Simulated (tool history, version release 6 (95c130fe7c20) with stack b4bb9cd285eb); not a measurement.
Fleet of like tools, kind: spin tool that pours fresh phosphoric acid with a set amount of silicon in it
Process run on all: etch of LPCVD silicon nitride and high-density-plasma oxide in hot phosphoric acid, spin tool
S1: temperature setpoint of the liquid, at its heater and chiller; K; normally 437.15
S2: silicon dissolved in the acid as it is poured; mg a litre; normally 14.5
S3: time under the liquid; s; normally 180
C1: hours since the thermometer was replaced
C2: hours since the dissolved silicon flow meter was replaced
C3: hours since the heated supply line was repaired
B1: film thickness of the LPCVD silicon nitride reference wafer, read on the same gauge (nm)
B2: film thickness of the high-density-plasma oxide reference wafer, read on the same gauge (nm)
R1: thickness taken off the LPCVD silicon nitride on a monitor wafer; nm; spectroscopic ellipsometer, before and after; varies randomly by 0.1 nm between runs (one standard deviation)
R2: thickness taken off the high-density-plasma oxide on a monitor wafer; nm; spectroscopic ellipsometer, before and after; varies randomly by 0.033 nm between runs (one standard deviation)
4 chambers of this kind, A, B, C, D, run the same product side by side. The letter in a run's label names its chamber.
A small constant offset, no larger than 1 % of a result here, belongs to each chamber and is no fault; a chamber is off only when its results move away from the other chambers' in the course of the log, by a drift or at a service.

{"run": "1A", "hour": 13.9, "S1": 437.15, "S2": 14.5, "S3": 180, "C1": 1106.3, "C2": 89.1, "C3": 288.4, "B1": 49.993, "B2": 50.018, "R1": 18.497, "R2": 0.50244}
{"run": "2C", "hour": 27.4, "S1": 437.15, "S2": 14.5, "S3": 180, "C1": 1341.2, "C2": 291.7, "C3": 1498.2, "B1": 49.994, "B2": 50.064, "R1": 18.633, "R2": 0.44042}
{"run": "3B", "hour": 36.6, "S1": 437.15, "S2": 14.5, "S3": 180, "C1": 1294.3, "C2": 933.1, "C3": 1322.7, "B1": 50.003, "B2": 49.994, "R1": 18.21, "R2": 0.50805}
{"run": "4D", "hour": 47.8, "S1": 437.15, "S2": 14.5, "S3": 180, "C1": 48.5, "C2": 535.1, "C3": 266, "B1": 49.972, "B2": 49.991, "R1": 18.418, "R2": 0.48682}
{"run": "5B", "hour": 60.3, "S1": 437.15, "S2": 14.5, "S3": 180, "C1": 1318, "C2": 956.8, "C3": 1346.4, "B1": 50.004, "B2": 50.006, "R1": 18.217, "R2": 0.4411}
{"run": "6A", "hour": 68.0, "S1": 437.15, "S2": 14.5, "S3": 180, "C1": 1160.4, "C2": 143.2, "C3": 342.5, "B1": 50.022, "B2": 49.976, "R1": 18.574, "R2": 0.49073}
{"hour": 74.5, "done": "chamber C: heated supply line repaired"}
{"run": "7C", "hour": 80.5, "S1": 437.15, "S2": 14.5, "S3": 180, "C1": 1394.3, "C2": 344.8, "C3": 6.1, "B1": 50.005, "B2": 50.003, "R1": 18.395, "R2": 0.49186}
{"run": "8D", "hour": 87.5, "S1": 437.15, "S2": 14.5, "S3": 90, "C1": 88.2, "C2": 574.8, "C3": 305.7, "B1": 49.996, "B2": 50.002, "R1": 9.1251, "R2": 0.22194}
{"run": "9C", "hour": 101.4, "S1": 437.15, "S2": 14.5, "S3": 90, "C1": 1415.2, "C2": 365.7, "C3": 27, "B1": 50.009, "B2": 49.983, "R1": 9.2644, "R2": 0.22012}
{"hour": 111.1, "done": "chamber A: thermometer replaced"}
{"run": "10A", "hour": 113.7, "S1": 437.15, "S2": 14.5, "S3": 90, "C1": 2.6, "C2": 188.9, "C3": 388.2, "B1": 50.021, "B2": 49.987, "R1": 9.2245, "R2": 0.21291}
{"run": "11B", "hour": 126.7, "S1": 437.15, "S2": 14.5, "S3": 90, "C1": 1384.4, "C2": 1023.2, "C3": 1412.8, "B1": 49.991, "B2": 50.03, "R1": 9.0776, "R2": 0.25217}
{"run": "12D", "hour": 140.7, "S1": 437.15, "S2": 14.5, "S3": 180, "C1": 141.4, "C2": 628, "C3": 358.9, "B1": 49.965, "B2": 49.974, "R1": 18.455, "R2": 0.5098}
{"hour": 148.0, "done": "chamber B: thermometer replaced"}
{"run": "13A", "hour": 150.4, "S1": 437.15, "S2": 14.5, "S3": 180, "C1": 39.3, "C2": 225.6, "C3": 424.9, "B1": 49.998, "B2": 50, "R1": 18.254, "R2": 0.47427}
{"run": "14B", "hour": 157.3, "S1": 437.15, "S2": 14.5, "S3": 180, "C1": 9.4, "C2": 1053.8, "C3": 1443.4, "B1": 49.998, "B2": 50.025, "R1": 18.264, "R2": 0.53035}
{"run": "15C", "hour": 166.2, "S1": 437.15, "S2": 14.5, "S3": 180, "C1": 1480, "C2": 430.5, "C3": 91.8, "B1": 49.986, "B2": 50.026, "R1": 18.346, "R2": 0.47416}
{"run": "16D", "hour": 179.5, "S1": 437.15, "S2": 14.5, "S3": 180, "C1": 180.2, "C2": 666.8, "C3": 397.7, "B1": 50.023, "B2": 50.004, "R1": 18.312, "R2": 0.50443}
{"run": "17C", "hour": 193.9, "S1": 437.15, "S2": 14.5, "S3": 180, "C1": 1507.7, "C2": 458.2, "C3": 119.5, "B1": 50, "B2": 50.012, "R1": 18.453, "R2": 0.46374}
{"run": "18B", "hour": 205.7, "S1": 437.15, "S2": 9.5, "S3": 270, "C1": 57.8, "C2": 1102.2, "C3": 1491.8, "B1": 49.982, "B2": 49.999, "R1": 27.499, "R2": 0.83279}
{"run": "19D", "hour": 213.6, "S1": 437.15, "S2": 9.5, "S3": 270, "C1": 214.3, "C2": 700.9, "C3": 431.8, "B1": 49.975, "B2": 50.033, "R1": 27.472, "R2": 0.75843}
{"run": "20A", "hour": 220.9, "S1": 437.15, "S2": 9.5, "S3": 270, "C1": 109.8, "C2": 296.1, "C3": 495.4, "B1": 49.98, "B2": 49.979, "R1": 27.397, "R2": 0.87704}
{"run": "21B", "hour": 228.5, "S1": 437.15, "S2": 9.5, "S3": 270, "C1": 80.6, "C2": 1125, "C3": 1514.6, "B1": 50.012, "B2": 49.99, "R1": 27.666, "R2": 0.8268}
{"run": "22D", "hour": 239.1, "S1": 437.15, "S2": 14.5, "S3": 180, "C1": 239.8, "C2": 726.4, "C3": 457.3, "B1": 50, "B2": 50.015, "R1": 18.568, "R2": 0.46175}
{"run": "23C", "hour": 250.8, "S1": 437.15, "S2": 14.5, "S3": 180, "C1": 1564.6, "C2": 515.1, "C3": 176.4, "B1": 50.013, "B2": 50.001, "R1": 18.36, "R2": 0.49912}
{"run": "24A", "hour": 258.8, "S1": 437.15, "S2": 14.5, "S3": 180, "C1": 147.7, "C2": 334, "C3": 533.3, "B1": 49.998, "B2": 49.979, "R1": 18.57, "R2": 0.46629}
{"run": "25C", "hour": 267.3, "S1": 437.15, "S2": 14.5, "S3": 180, "C1": 1581.1, "C2": 531.6, "C3": 192.9, "B1": 50.007, "B2": 49.986, "R1": 18.37, "R2": 0.51668}
{"run": "26D", "hour": 280.7, "S1": 437.15, "S2": 14.5, "S3": 180, "C1": 281.4, "C2": 768, "C3": 498.9, "B1": 50.007, "B2": 50.045, "R1": 18.313, "R2": 0.48141}
{"run": "27B", "hour": 291.8, "S1": 437.15, "S2": 14.5, "S3": 180, "C1": 143.9, "C2": 1188.3, "C3": 1577.9, "B1": 49.996, "B2": 50.017, "R1": 18.268, "R2": 0.5465}
{"run": "28A", "hour": 299.0, "S1": 437.15, "S2": 14.5, "S3": 180, "C1": 187.9, "C2": 374.2, "C3": 573.5, "B1": 49.985, "B2": 49.998, "R1": 18.432, "R2": 0.46282}
{"run": "29C", "hour": 305.8, "S1": 437.15, "S2": 14.5, "S3": 180, "C1": 1619.6, "C2": 570.1, "C3": 231.4, "B1": 50.012, "B2": 49.956, "R1": 18.535, "R2": 0.451}
{"run": "30D", "hour": 318.9, "S1": 437.15, "S2": 14.5, "S3": 180, "C1": 319.6, "C2": 806.2, "C3": 537.1, "B1": 49.989, "B2": 50.021, "R1": 18.521, "R2": 0.49913}
{"run": "31B", "hour": 332.4, "S1": 437.15, "S2": 14.5, "S3": 180, "C1": 184.5, "C2": 1228.9, "C3": 1618.5, "B1": 49.991, "B2": 49.989, "R1": 18.309, "R2": 0.4583}
{"run": "32A", "hour": 342.5, "S1": 437.15, "S2": 14.5, "S3": 180, "C1": 231.4, "C2": 417.7, "C3": 617, "B1": 50.003, "B2": 49.945, "R1": 18.512, "R2": 0.47213}
{"run": "33B", "hour": 350.2, "S1": 437.15, "S2": 14.5, "S3": 180, "C1": 202.3, "C2": 1246.7, "C3": 1636.3, "B1": 50.016, "B2": 50.025, "R1": 18.5, "R2": 0.47138}
{"run": "34C", "hour": 359.0, "S1": 437.15, "S2": 14.5, "S3": 180, "C1": 1672.8, "C2": 623.3, "C3": 284.6, "B1": 49.98, "B2": 49.949, "R1": 18.462, "R2": 0.48759}
{"run": "35D", "hour": 368.8, "S1": 437.15, "S2": 14.5, "S3": 180, "C1": 369.5, "C2": 856.1, "C3": 587, "B1": 49.981, "B2": 49.996, "R1": 18.24, "R2": 0.43931}

Each of the 4 chambers runs these same settings next. Fill in every chamber's results:
{"run": "36A", "hour": 379.2, "S1": 437.15, "S2": 14.5, "S3": 130, "R1": "?", "R2": "?"}
{"run": "36B", "hour": 379.2, "S1": 437.15, "S2": 14.5, "S3": 130, "R1": "?", "R2": "?"}
{"run": "36C", "hour": 379.2, "S1": 437.15, "S2": 14.5, "S3": 130, "R1": "?", "R2": "?"}
{"run": "36D", "hour": 379.2, "S1": 437.15, "S2": 14.5, "S3": 130, "R1": "?", "R2": "?"}

run=36A R1=13.351 R2=0.31462
run=36B R1=13.293 R2=0.34623
run=36C R1=13.252 R2=0.37128
run=36D R1=13.411 R2=0.32811
